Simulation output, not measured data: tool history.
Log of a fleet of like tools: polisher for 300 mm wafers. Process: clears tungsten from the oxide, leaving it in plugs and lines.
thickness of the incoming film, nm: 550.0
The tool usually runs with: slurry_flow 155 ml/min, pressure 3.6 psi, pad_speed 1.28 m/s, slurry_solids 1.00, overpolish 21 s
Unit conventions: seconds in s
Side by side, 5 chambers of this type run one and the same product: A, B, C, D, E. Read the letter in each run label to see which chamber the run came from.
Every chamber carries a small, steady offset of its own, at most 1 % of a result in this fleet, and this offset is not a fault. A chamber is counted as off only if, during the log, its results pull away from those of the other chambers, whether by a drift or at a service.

run   hour  slurry_flow  pressure  pad_speed  slurry_solids  overpolish  wafers polished on this pad  hours since the slurry nozzle was cleaned  hours since the head pressure was calibrated  hours since the slurry blender was calibrated  hours since the slurry got fresh peroxide  seconds
 1E    3.8          155       3.6       1.28           1.00          21                          735                                       14.6                                         891.4                                          108.3                                       92.0   79.304
       4.3  -- chamber A: slurry tank refilled with fresh slurry and peroxide
 2D    5.9          155       3.6       1.28           1.00          21                          234                                      261.2                                         802.2                                           15.1                                       41.7   79.406
 3C    9.4          155       3.6       1.28           1.00          21                          591                                      186.5                                         313.1                                           38.6                                       19.8   80.394
 4B   13.8          155       3.6       1.28           1.00          21                         1075                                      133.2                                         178.8                                          126.8                                       33.8   78.486
 5A   16.8          155       3.6       1.28           1.00          21                          135                                      288.3                                         499.0                                           43.7                                       12.5   79.261
 6C   19.8          155       3.2       1.28           1.00          21                          659                                      196.9                                         323.5                                           49.0                                       30.2   88.682
      20.5  -- chamber E: slurry tank refilled with fresh slurry and peroxide
 7B   22.4          155       3.2       1.28           1.00          21                         1131                                      141.8                                         187.4                                          135.4                                       42.4   90.475
      26.1  -- chamber B: slurry tank refilled with fresh slurry and peroxide
 8A   26.2          155       3.2       1.28           1.00          21                          196                                      297.7                                         508.4                                           53.1                                       21.9   88.376
 9E   29.6          155       3.2       1.28           1.00          21                          905                                       40.4                                         917.2                                          134.1                                        9.2   88.846
10D   33.2          155       3.2       1.28           1.00          21                          414                                      288.5                                         829.5                                           42.4                                       69.0   88.558
11C   35.3          155       3.6       1.28           1.00          21                          761                                      212.4                                         339.0                                           64.5                                       45.7   79.750
12A   38.8          155       3.6       1.28           1.00          21                          279                                      310.3                                         521.0                                           65.7                                       34.5   78.600
      42.1  -- chamber C: slurry tank refilled with fresh slurry and peroxide
13D   42.7          155       3.6       1.28           1.00          21                          476                                      298.0                                         839.0                                           51.9                                       78.5   80.441
      44.0  -- chamber E: head pressure recalibrated
      44.9  -- chamber C: head pressure recalibrated
14B   46.5          155       3.6       1.28           1.00          21                         1289                                      165.9                                         211.5                                          159.5                                       20.5   80.068
15E   50.8          155       3.6       1.28           1.00          31                         1044                                       61.6                                           6.8                                          155.3                                       30.4   78.530
16E   53.3          155       3.6       1.28           1.00          31                         1060                                       64.1                                           9.3                                          157.8                                       32.9   79.317
17D   55.4          155       3.6       1.28           1.00          31                          559                                      310.7                                         851.7                                           64.6                                       91.2   79.213
18B   57.5          155       3.6       1.28           1.00          31                         1361                                      176.9                                         222.5                                          170.5                                       31.5   78.775
19A   61.1          155       3.6       1.28           1.00          31                          425                                      332.6                                         543.3                                           88.0                                       56.8   80.632
      63.6  -- chamber B: worn pad replaced by a new one
20C   63.7          155       3.6       1.28           1.00          21                          947                                      240.8                                          18.8                                           92.9                                       21.6   81.533
21A   67.1          155       3.6       1.28           1.00          21                          464                                      338.6                                         549.3                                           94.0                                       62.8   78.085
      70.3  -- chamber B: slurry tank refilled with fresh slurry and peroxide
22B   70.7          155       3.6       1.28           1.00          21                           47                                      190.1                                         235.7                                          183.7                                        0.4   80.710
23C   72.6          155       3.6       1.28           1.00          21                         1005                                      249.7                                          27.7                                          101.8                                       30.5   81.093
24E   76.7          155       3.6       1.28           1.00          21                         1213                                       87.5                                          32.7                                          181.2                                       56.3   77.635
25D   80.8          155       3.6       1.28           1.00          21                          726                                      336.1                                         877.1                                           90.0                                      116.6   79.216
26E   83.2          155       3.6       1.28           1.00          21                         1256                                       94.0                                          39.2                                          187.7                                       62.8   78.933
27D   86.2          155       3.6       1.28           1.00          21                          761                                      341.5                                         882.5                                           95.4                                      122.0   78.659
28C   89.4          155       3.6       1.28           1.00          21                         1115                                      266.5                                          44.5                                          118.6                                       47.3   82.163
      89.8  -- chamber C: slurry tank refilled with fresh slurry and peroxide
      90.1  -- chamber D: slurry nozzle cleaned
29B   91.5          155       3.6       1.28           1.00          21                          183                                      210.9                                         256.5                                          204.5                                       21.2   78.395
30A   95.8          155       3.6       1.28           1.00          21                          653                                      367.3                                         578.0                                          122.7                                       91.5   77.454
31A   98.1          155       3.6       1.28           1.00          21                          668                                      369.6                                         580.3                                          125.0                                       93.8   77.992
     100.0  -- chamber E: worn pad replaced by a new one
32C  101.6          155       3.6       1.28           1.00          21                         1195                                      278.7                                          56.7                                          130.8                                       11.9   85.597
33D  105.9          155       3.6       1.28           1.00          21                          890                                       15.9                                         902.2                                          115.1                                      141.7   77.347
34B  107.9          155       3.6       1.28           1.00          21                          291                                      227.3                                         272.9                                          220.9                                       37.6   79.895
35E  110.0          155       3.6       1.28           1.00          21                           66                                      120.8                                          66.0                                          214.5                                       89.6   79.341
36D  112.4          155       3.6       1.28           1.00          21                          933                                       22.4                                         908.7                                          121.6                                      148.2   78.234
37E  116.5          155       3.6       1.28           1.15          21                          108                                      127.3                                          72.5                                          221.0                                       96.1   75.677

Does one chamber stand apart from the rest, does the shared gauge drift, or is all well apart from small per-chamber offsets? Give the chamber and the most likely cause, where there is one.

Little by little, chamber C moves away from the other chambers.
Likeliest cause: removal rate lost through wear of the pad, % = 8.01.
Not necessarily distinguishable in this log from: slurry flow missing at the pad, %; abrasive missing from the slurry, %.

Which of the 4 candidates below, each the usual settings with something changed and its results left as question marks, puts chamber C back in line with what the other chambers give on the usual settings?
In line means no further than this from the other chambers' mean on the usual settings: seconds 3.100 s
38C-1  119.7          155       3.6       1.26           1.00          21                                                                                                                                                                                                                        ?
38C-2  119.7          120       3.6       1.28           0.80          21                                                                                                                                                                                                                        ?
38C-3  119.7          155       3.6       1.30           1.00          21                                                                                                                                                                                                                        ?
38C-4  119.7          155       3.9       1.28           1.00          21                                                                                                                                                                                                                        ?

Usual-settings mean across the other chambers: seconds 78.847 s
  run  seconds
38C-1   87.980
38C-2   95.815
38C-3   85.249
38C-4   80.024
38C-4 puts the chamber back in line with the other chambers.

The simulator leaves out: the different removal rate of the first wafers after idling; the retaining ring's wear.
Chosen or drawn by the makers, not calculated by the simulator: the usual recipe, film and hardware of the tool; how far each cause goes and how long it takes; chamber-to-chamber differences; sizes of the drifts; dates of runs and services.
